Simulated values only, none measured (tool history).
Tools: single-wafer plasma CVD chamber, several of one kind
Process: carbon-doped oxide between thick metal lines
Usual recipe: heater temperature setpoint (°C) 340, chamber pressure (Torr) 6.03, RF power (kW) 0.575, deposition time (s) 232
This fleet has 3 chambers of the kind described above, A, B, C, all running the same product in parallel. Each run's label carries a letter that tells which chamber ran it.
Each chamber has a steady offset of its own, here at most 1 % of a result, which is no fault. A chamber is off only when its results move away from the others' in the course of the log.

run   hour  heater temperature setpoint (°C)  chamber pressure (Torr)  RF power (kW)  deposition time (s)  hours since the last thermocouple change  hours since the last RF generator calibration  hours since the last manometer calibration  read-back reference wafer on the same gauge, thickness_nm  mean film thickness on the monitor wafer (Å)
 1B    5.8                               340                     6.03          0.575                  232                                    1460.6                                          656.7                                       845.8                                                     1339.6                                         13389
       7.9  -- chamber B: capacitance manometer re-zeroed and calibrated
 2C   11.2                               340                     6.03          0.575                  232                                      40.7                                          590.2                                       388.0                                                     1339.5                                         13424
 3A   16.4                               340                     6.03          0.575                  232                                     252.9                                          553.1                                       287.0                                                     1339.8                                         13524
 4C   24.9                               340                     6.03          0.575                  232                                      54.4                                          603.9                                       401.7                                                     1339.4                                         13393
 5A   30.3                               340                     6.03          0.575                  232                                     266.8                                          567.0                                       300.9                                                     1338.9                                         13497
 6B   35.6                               340                     6.03          0.575                  232                                    1490.4                                          686.5                                        27.7                                                     1338.6                                         13356
 7A   41.2                               340                     6.03          0.575                  232                                     277.7                                          577.9                                       311.8                                                     1338.7                                         13510
 8B   50.8                               340                     6.03          0.575                  232                                    1505.6                                          701.7                                        42.9                                                     1337.6                                         13357
 9C   57.3                               340                     6.03          0.575                  232                                      86.8                                          636.3                                       434.1                                                     1338.4                                         13404
10C   63.3                               340                     6.03          0.575                  232                                      92.8                                          642.3                                       440.1                                                     1337.5                                         13393
11A   69.2                               340                     6.03          0.575                  232                                     305.7                                          605.9                                       339.8                                                     1337.4                                         13493
12B   80.1                               340                     6.03          0.575                  232                                    1534.9                                          731.0                                        72.2                                                     1336.7                                         13340
13C   87.7                               340                     6.03          0.575                  232                                     117.2                                          666.7                                       464.5                                                     1336.8                                         13365
14A   94.8                               353                     6.03          0.480                  232                                     331.3                                          631.5                                       365.4                                                     1336.8                                         11646
15B  100.5                               353                     6.03          0.480                  232                                    1555.3                                          751.4                                        92.6                                                     1336.1                                         11535
16C  109.9                               353                     6.03          0.480                  232                                     139.4                                          688.9                                       486.7                                                     1336.0                                         11545
17B  120.6                               340                     6.03          0.575                  232                                    1575.4                                          771.5                                       112.7                                                     1335.4                                         13336
18A  130.9                               340                     6.03          0.575                  232                                     367.4                                          667.6                                       401.5                                                     1335.5                                         13488
19C  141.6                               340                     6.03          0.575                  232                                     171.1                                          720.6                                       518.4                                                     1335.4                                         13363
20B  148.7                               340                     6.03          0.575                  232                                    1603.5                                          799.6                                       140.8                                                     1334.3                                         13330
21A  158.2                               340                     6.03          0.575                  232                                     394.7                                          694.9                                       428.8                                                     1334.6                                         13452
22A  167.0                               340                     6.03          0.575                  232                                     403.5                                          703.7                                       437.6                                                     1334.0                                         13479
23B  174.4                               340                     6.03          0.505                  206                                    1629.2                                          825.3                                       166.5                                                     1333.5                                         10910
24C  180.0                               340                     6.03          0.505                  206                                     209.5                                          759.0                                       556.8                                                     1333.3                                         10949
25B  186.5                               340                     6.03          0.505                  206                                    1641.3                                          837.4                                       178.6                                                     1333.5                                         10926
26C  195.8                               340                     6.03          0.575                  212                                     225.3                                          774.8                                       572.6                                                     1333.2                                         12201
27A  204.2                               340                     6.03          0.575                  212                                     440.7                                          740.9                                       474.8                                                     1333.0                                         12305
28C  212.7                               340                     6.03          0.575                  212                                     242.2                                          791.7                                       589.5                                                     1332.0                                         12171

The same settings go to every chamber for the next run, one line per chamber below. Forecast the results for each:
29A  220.6                               340                     6.03          0.575                  232                                                                                                                                                                                                                                             ?
29B  220.6                               340                     6.03          0.575                  232                                                                                                                                                                                                                                             ?
29C  220.6                               340                     6.03          0.575                  232                                                                                                                                                                                                                                             ?

run  mean film thickness on the monitor wafer (Å)
29A                                         13419
29B                                         13296
29C                                         13333
